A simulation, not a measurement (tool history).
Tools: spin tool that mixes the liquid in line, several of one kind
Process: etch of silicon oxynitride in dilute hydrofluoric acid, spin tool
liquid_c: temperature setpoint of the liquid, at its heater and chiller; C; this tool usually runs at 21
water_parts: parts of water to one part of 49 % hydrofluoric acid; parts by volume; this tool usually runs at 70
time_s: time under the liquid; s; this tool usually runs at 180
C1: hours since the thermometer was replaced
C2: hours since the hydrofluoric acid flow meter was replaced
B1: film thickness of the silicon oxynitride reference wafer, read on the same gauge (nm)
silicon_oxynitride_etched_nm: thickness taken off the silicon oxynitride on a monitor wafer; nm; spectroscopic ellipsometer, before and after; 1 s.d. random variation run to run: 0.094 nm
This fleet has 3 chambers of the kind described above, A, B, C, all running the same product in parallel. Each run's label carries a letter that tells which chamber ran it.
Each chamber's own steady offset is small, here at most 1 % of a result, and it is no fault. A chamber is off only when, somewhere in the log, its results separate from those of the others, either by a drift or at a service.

Run 1A, hour 14.1: usual settings; C1 2455.4; C2 898.2; B1 60.019. Result: silicon_oxynitride_etched_nm 10.9950 nm.
Run 2B, hour 26.1: usual settings; C1 1032.4; C2 64.2; B1 60.012. Result: silicon_oxynitride_etched_nm 10.9240 nm.
Run 3C, hour 38.0: usual settings; C1 407.6; C2 268.7; B1 60.023. Result: silicon_oxynitride_etched_nm 10.6520 nm.
Run 4B, hour 45.5: usual settings; C1 1051.8; C2 83.6; B1 59.938. Result: silicon_oxynitride_etched_nm 11.0090 nm.
Run 5A, hour 54.0: usual settings; C1 2495.3; C2 938.1; B1 60.012. Result: silicon_oxynitride_etched_nm 10.9810 nm.
Run 6C, hour 61.3: usual settings; C1 430.9; C2 292.0; B1 59.950. Result: silicon_oxynitride_etched_nm 10.9790 nm.
Run 7C, hour 70.2: usual settings; C1 439.8; C2 300.9; B1 59.983. Result: silicon_oxynitride_etched_nm 10.8550 nm.
Run 8A, hour 78.0: usual settings; C1 2519.3; C2 962.1; B1 59.988. Result: silicon_oxynitride_etched_nm 10.8620 nm.
Run 9B, hour 90.5: usual settings; C1 1096.8; C2 128.6; B1 60.036. Result: silicon_oxynitride_etched_nm 11.1550 nm.
Run 10A, hour 101.4: usual settings; C1 2542.7; C2 985.5; B1 60.004. Result: silicon_oxynitride_etched_nm 10.9030 nm.
Run 11C, hour 109.3: usual settings but time_s 255 s; C1 478.9; C2 340.0; B1 60.035. Result: silicon_oxynitride_etched_nm 15.6500 nm.
Run 12B, hour 120.8: usual settings but time_s 255 s; C1 1127.1; C2 158.9; B1 59.991. Result: silicon_oxynitride_etched_nm 15.6240 nm.
Run 13C, hour 129.8: usual settings but time_s 255 s; C1 499.4; C2 360.5; B1 60.040. Result: silicon_oxynitride_etched_nm 15.9290 nm.
At hour 138.1: chamber A: thermometer replaced.
Run 14A, hour 138.6: usual settings; C1 0.6; C2 1022.7; B1 60.025. Result: silicon_oxynitride_etched_nm 10.9860 nm.
Run 15B, hour 147.4: usual settings; C1 1153.7; C2 185.5; B1 60.025. Result: silicon_oxynitride_etched_nm 11.1240 nm.
At hour 147.8: chamber C: thermometer replaced.
Run 16B, hour 156.3: usual settings; C1 1162.6; C2 194.4; B1 60.031. Result: silicon_oxynitride_etched_nm 10.9530 nm.
Run 17C, hour 165.6: usual settings; C1 17.8; C2 396.3; B1 60.070. Result: silicon_oxynitride_etched_nm 11.4380 nm.
Run 18A, hour 172.7: usual settings; C1 34.7; C2 1056.8; B1 59.952. Result: silicon_oxynitride_etched_nm 10.8520 nm.
Run 19B, hour 185.8: usual settings; C1 1192.1; C2 223.9; B1 59.986. Result: silicon_oxynitride_etched_nm 10.9580 nm.
Run 20A, hour 198.8: usual settings; C1 60.8; C2 1082.9; B1 59.977. Result: silicon_oxynitride_etched_nm 11.1830 nm.
Run 21C, hour 205.8: usual settings; C1 58.0; C2 436.5; B1 59.978. Result: silicon_oxynitride_etched_nm 11.4110 nm.
Run 22B, hour 213.2: usual settings; C1 1219.5; C2 251.3; B1 60.031. Result: silicon_oxynitride_etched_nm 10.8930 nm.
Run 23A, hour 226.0: usual settings; C1 88.0; C2 1110.1; B1 59.982. Result: silicon_oxynitride_etched_nm 11.1350 nm.
Run 24C, hour 236.9: usual settings; C1 89.1; C2 467.6; B1 60.029. Result: silicon_oxynitride_etched_nm 11.6190 nm.
Run 25B, hour 245.3: usual settings but water_parts 100 parts by volume; C1 1251.6; C2 283.4; B1 59.983. Result: silicon_oxynitride_etched_nm 7.3436 nm.
Run 26C, hour 254.2: usual settings but water_parts 100 parts by volume; C1 106.4; C2 484.9; B1 60.018. Result: silicon_oxynitride_etched_nm 8.0673 nm.
Run 27A, hour 262.9: usual settings but water_parts 100 parts by volume; C1 124.9; C2 1147.0; B1 59.993. Result: silicon_oxynitride_etched_nm 7.3865 nm.
Run 28C, hour 276.6: usual settings but water_parts 55 parts by volume; C1 128.8; C2 507.3; B1 60.001. Result: silicon_oxynitride_etched_nm 15.2220 nm.
Run 29B, hour 291.5: usual settings but water_parts 55 parts by volume; C1 1297.8; C2 329.6; B1 60.017. Result: silicon_oxynitride_etched_nm 14.0540 nm.
Run 30A, hour 307.4: usual settings but water_parts 55 parts by volume; C1 169.4; C2 1191.5; B1 60.003. Result: silicon_oxynitride_etched_nm 14.2650 nm.
Run 31B, hour 314.5: usual settings; C1 1320.8; C2 352.6; B1 60.010. Result: silicon_oxynitride_etched_nm 10.8700 nm.
Run 32A, hour 329.7: usual settings; C1 191.7; C2 1213.8; B1 59.967. Result: silicon_oxynitride_etched_nm 11.0510 nm.
Run 33C, hour 340.8: usual settings; C1 193.0; C2 571.5; B1 59.965. Result: silicon_oxynitride_etched_nm 12.0690 nm.

Has any chamber moved away from the others, gradually or after a service, or does the common gauge drift, or do the chambers differ only by their own small steady offsets? State the chamber and the most likely cause if one applies.

It is chamber C that slowly wanders off from its peers.
Most likely cause: hydrofluoric acid flow above the setpoint (%) = 9.31.

Below are 4 candidate recipes for chamber C's next run, each the usual settings with a change, their results shown as question marks. Which of them brings C's results back in line with what the other chambers give on the usual settings?
Allowed miss from the other chambers' usual-settings mean, per result, to count as in line: silicon_oxynitride_etched_nm 0.3300 nm
Run 34C-1, hour 352.4: usual settings but liquid_c 23.0 C. Result: silicon_oxynitride_etched_nm ?.
Run 34C-2, hour 352.4: usual settings but water_parts 75 parts by volume, time_s 160 s. Result: silicon_oxynitride_etched_nm ?.
Run 34C-3, hour 352.4: usual settings but liquid_c 21.5 C, water_parts 65 parts by volume, time_s 200 s. Result: silicon_oxynitride_etched_nm ?.
Run 34C-4, hour 352.4: usual settings but liquid_c 19.0 C. Result: silicon_oxynitride_etched_nm ?.

Other chambers, usual settings, mean: silicon_oxynitride_etched_nm 10.9580 nm
  run  silicon_oxynitride_etched_nm
34C-1                       13.1780
34C-2                        9.8873
34C-3                       14.7000
34C-4                       10.8210
The answer is 34C-4, which returns the chamber to within the allowed miss of the others.

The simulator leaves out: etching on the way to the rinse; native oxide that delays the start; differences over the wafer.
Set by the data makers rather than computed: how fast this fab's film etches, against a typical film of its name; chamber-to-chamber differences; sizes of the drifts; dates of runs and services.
